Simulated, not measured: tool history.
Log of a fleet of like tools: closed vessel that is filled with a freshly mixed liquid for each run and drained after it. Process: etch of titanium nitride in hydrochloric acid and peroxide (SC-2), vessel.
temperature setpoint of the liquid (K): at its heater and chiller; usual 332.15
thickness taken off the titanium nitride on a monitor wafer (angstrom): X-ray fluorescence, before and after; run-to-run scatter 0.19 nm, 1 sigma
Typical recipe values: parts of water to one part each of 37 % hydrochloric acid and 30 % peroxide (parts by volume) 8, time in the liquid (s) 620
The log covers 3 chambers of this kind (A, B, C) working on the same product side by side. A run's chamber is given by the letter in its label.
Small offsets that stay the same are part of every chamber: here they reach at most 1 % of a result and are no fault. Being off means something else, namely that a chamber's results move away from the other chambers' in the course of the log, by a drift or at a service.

run   hour  temperature setpoint of the liquid (K)  parts of water to one part each of 37 % hydrochloric acid and 30 % peroxide (parts by volume)  time in the liquid (s)  read-back film thickness of the titanium nitride reference wafer, read on the same gauge (nm)  thickness taken off the titanium nitride on a monitor wafer (angstrom)
 1B    6.4                                  332.15                                                                                              8                     620                                                                                         109.99                                                                  315.64
 2C   16.0                                  332.15                                                                                              8                     620                                                                                         110.00                                                                  311.09
      22.6  -- chamber A: new drum of peroxide connected
 3A   28.2                                  332.15                                                                                              8                     620                                                                                         110.00                                                                  309.71
 4C   35.3                                  332.15                                                                                              8                     620                                                                                         110.01                                                                  310.74
 5B   46.5                                  332.15                                                                                              8                     620                                                                                         109.99                                                                  310.46
 6A   54.6                                  332.15                                                                                              8                     620                                                                                         110.00                                                                  307.78
 7C   67.4                                  332.15                                                                                              8                     620                                                                                         109.99                                                                  311.52
 8B   73.6                                  332.15                                                                                              8                     620                                                                                         110.01                                                                  314.75
 9A   81.6                                  332.15                                                                                              8                     620                                                                                         109.99                                                                  306.90
10C   88.8                                  332.15                                                                                              6                     620                                                                                         110.01                                                                  393.45
11A   96.7                                  332.15                                                                                              6                     620                                                                                         109.99                                                                  385.76
12B  106.7                                  332.15                                                                                              6                     620                                                                                         110.02                                                                  393.86
13C  117.4                                  336.65                                                                                              8                     620                                                                                         110.01                                                                  413.14
     127.9  -- chamber A: thermometer replaced
14B  129.1                                  336.65                                                                                              8                     620                                                                                         110.00                                                                  415.50
15A  140.8                                  336.65                                                                                              8                     620                                                                                         109.97                                                                  407.39
     142.8  -- chamber B: thermometer replaced
16A  152.6                                  332.15                                                                                              8                     620                                                                                         110.01                                                                  310.55
17B  161.9                                  332.15                                                                                              8                     620                                                                                         110.00                                                                  313.69
18C  171.5                                  332.15                                                                                              8                     620                                                                                         110.01                                                                  313.28
19B  180.4                                  332.15                                                                                              8                     620                                                                                         110.00                                                                  310.73
20C  190.1                                  332.15                                                                                              8                     620                                                                                         110.01                                                                  314.49
21A  198.7                                  332.15                                                                                              8                     455                                                                                         110.01                                                                  224.38
22B  205.3                                  332.15                                                                                              8                     455                                                                                         110.00                                                                  232.24
23C  213.0                                  332.15                                                                                              8                     455                                                                                         110.01                                                                  233.28
24A  220.0                                  332.15                                                                                              8                     620                                                                                         110.01                                                                  307.28
25C  225.8                                  332.15                                                                                              8                     620                                                                                         110.01                                                                  320.02
26B  236.3                                  336.15                                                                                              8                     620                                                                                         110.01                                                                  404.06
27A  245.9                                  336.15                                                                                              8                     620                                                                                         110.01                                                                  393.10
28A  256.1                                  336.15                                                                                              8                     620                                                                                         110.00                                                                  391.21
29B  268.4                                  332.15                                                                                              8                     620                                                                                         109.99                                                                  314.53
30C  277.4                                  332.15                                                                                              8                     620                                                                                         110.00                                                                  323.09
31B  283.1                                  332.15                                                                                              8                     620                                                                                         110.00                                                                  313.43
32A  291.5                                  332.15                                                                                              8                     620                                                                                         110.01                                                                  306.90
33C  297.8                                  332.15                                                                                              8                     620                                                                                         110.01                                                                  324.61
34A  306.9                                  332.15                                                                                              8                     620                                                                                         109.98                                                                  307.30
35C  313.7                                  332.15                                                                                              8                     620                                                                                         110.01                                                                  323.21
36B  326.3                                  332.15                                                                                              8                     620                                                                                         110.00                                                                  315.35

All 3 chambers run these settings next. Forecast each chamber's results:
37A  335.5                                  332.15                                                                                              8                     620                                                                                                                                                                      ?
37B  335.5                                  332.15                                                                                              8                     620                                                                                                                                                                      ?
37C  335.5                                  332.15                                                                                              8                     620                                                                                                                                                                      ?

run  thickness taken off the titanium nitride on a monitor wafer (angstrom)
37A                                                                  307.98
37B                                                                  314.70
37C                                                                  324.93
